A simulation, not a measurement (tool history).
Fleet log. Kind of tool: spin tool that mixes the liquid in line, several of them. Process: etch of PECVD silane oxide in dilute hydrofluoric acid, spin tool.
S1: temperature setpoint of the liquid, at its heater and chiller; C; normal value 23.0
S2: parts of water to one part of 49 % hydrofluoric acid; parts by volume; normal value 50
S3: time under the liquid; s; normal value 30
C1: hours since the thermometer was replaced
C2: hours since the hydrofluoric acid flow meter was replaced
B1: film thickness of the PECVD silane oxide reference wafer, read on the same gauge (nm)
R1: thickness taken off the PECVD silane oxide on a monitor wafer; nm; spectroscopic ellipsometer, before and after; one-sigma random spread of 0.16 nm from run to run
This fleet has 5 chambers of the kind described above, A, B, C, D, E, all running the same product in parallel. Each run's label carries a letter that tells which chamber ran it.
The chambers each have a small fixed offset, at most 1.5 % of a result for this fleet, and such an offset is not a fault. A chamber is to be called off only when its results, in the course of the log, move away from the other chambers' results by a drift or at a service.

| run | hour | S1 | S2 | S3 | C1 | C2 | B1 | R1 |
|---|---|---|---|---|---|---|---|---|
| 1E | 6.0 | 23.0 | 50 | 30 | 1207.2 | 1998.7 | 39.952 | 19.908 |
| 2A | 11.2 | 23.0 | 50 | 30 | 262.2 | 847.0 | 40.022 | 20.061 |
| 3C | 15.6 | 23.0 | 50 | 30 | 1512.8 | 1440.1 | 39.992 | 20.173 |
| 4D | 19.7 | 23.0 | 50 | 30 | 1137.7 | 516.5 | 40.025 | 19.776 |
|  | 26.4 | chamber D: hydrofluoric acid flow meter replaced |
| 5B | 28.4 | 23.0 | 50 | 30 | 314.3 | 1060.3 | 39.976 | 20.307 |
| 6D | 35.4 | 23.0 | 50 | 30 | 1153.4 | 9.0 | 39.971 | 19.962 |
| 7E | 40.2 | 23.0 | 50 | 30 | 1241.4 | 2032.9 | 39.988 | 20.197 |
| 8C | 46.0 | 23.0 | 50 | 30 | 1543.2 | 1470.5 | 39.998 | 20.100 |
| 9A | 53.9 | 23.0 | 50 | 30 | 304.9 | 889.7 | 39.984 | 19.699 |
| 10B | 59.3 | 23.0 | 50 | 30 | 345.2 | 1091.2 | 39.998 | 20.106 |
|  | 66.6 | chamber D: thermometer replaced |
| 11B | 68.1 | 23.0 | 30 | 15 | 354.0 | 1100.0 | 39.957 | 17.249 |
| 12D | 73.4 | 23.0 | 30 | 15 | 6.9 | 47.0 | 40.011 | 16.851 |
| 13E | 82.2 | 23.0 | 30 | 15 | 1283.4 | 2074.9 | 40.001 | 17.197 |
| 14C | 88.5 | 23.0 | 30 | 15 | 1585.7 | 1513.0 | 40.033 | 17.000 |
| 15A | 94.1 | 23.0 | 30 | 15 | 345.1 | 929.9 | 40.013 | 17.008 |
| 16C | 103.2 | 23.0 | 50 | 30 | 1600.4 | 1527.7 | 40.015 | 20.223 |
| 17E | 109.0 | 23.0 | 50 | 30 | 1310.2 | 2101.7 | 39.994 | 20.113 |
| 18A | 116.0 | 23.0 | 50 | 30 | 367.0 | 951.8 | 39.998 | 20.140 |
| 19D | 121.7 | 23.0 | 50 | 30 | 55.2 | 95.3 | 40.045 | 19.700 |
| 20B | 127.6 | 23.0 | 50 | 30 | 413.5 | 1159.5 | 40.017 | 20.288 |
| 21D | 133.2 | 23.0 | 50 | 30 | 66.7 | 106.8 | 40.014 | 19.842 |
|  | 139.9 | chamber B: hydrofluoric acid flow meter replaced |
| 22B | 141.3 | 23.0 | 50 | 30 | 427.2 | 1.5 | 40.010 | 19.983 |
| 23E | 149.7 | 23.0 | 50 | 30 | 1350.9 | 2142.4 | 40.022 | 20.236 |
| 24A | 157.1 | 23.0 | 50 | 30 | 408.1 | 992.9 | 40.000 | 20.229 |
| 25C | 161.6 | 23.0 | 50 | 30 | 1658.8 | 1586.1 | 39.980 | 20.200 |
| 26A | 170.8 | 23.0 | 50 | 30 | 421.8 | 1006.6 | 40.012 | 19.880 |
| 27E | 179.9 | 23.0 | 50 | 30 | 1381.1 | 2172.6 | 39.983 | 19.835 |
| 28B | 188.1 | 23.0 | 50 | 30 | 474.0 | 48.3 | 39.984 | 19.921 |
| 29D | 196.2 | 23.0 | 50 | 30 | 129.7 | 169.8 | 40.019 | 19.701 |
| 30C | 202.5 | 23.0 | 50 | 30 | 1699.7 | 1627.0 | 40.052 | 20.002 |
| 31E | 211.8 | 23.0 | 50 | 30 | 1413.0 | 2204.5 | 40.008 | 20.137 |
| 32C | 218.2 | 26.5 | 50 | 40 | 1715.4 | 1642.7 | 39.983 | 30.556 |
|  | 218.4 | chamber E: hydrofluoric acid flow meter replaced |
| 33B | 224.6 | 26.5 | 50 | 40 | 510.5 | 84.8 | 40.010 | 31.030 |
| 34A | 231.5 | 26.5 | 50 | 40 | 482.5 | 1067.3 | 39.949 | 30.462 |
| 35D | 236.7 | 26.5 | 50 | 40 | 170.2 | 210.3 | 39.990 | 30.282 |
| 36D | 241.9 | 26.5 | 50 | 40 | 175.4 | 215.5 | 40.030 | 30.879 |
| 37E | 248.4 | 23.0 | 50 | 30 | 1449.6 | 30.0 | 39.984 | 20.072 |
| 38B | 252.6 | 23.0 | 50 | 30 | 538.5 | 112.8 | 40.004 | 20.044 |

What goes on in this fleet: one chamber off, a drifting gauge, or nothing beyond the chambers' own small offsets? Name the chamber and the cause, if any.

All chambers stay in line apart from their small fixed offsets, and the gauge does not drift.

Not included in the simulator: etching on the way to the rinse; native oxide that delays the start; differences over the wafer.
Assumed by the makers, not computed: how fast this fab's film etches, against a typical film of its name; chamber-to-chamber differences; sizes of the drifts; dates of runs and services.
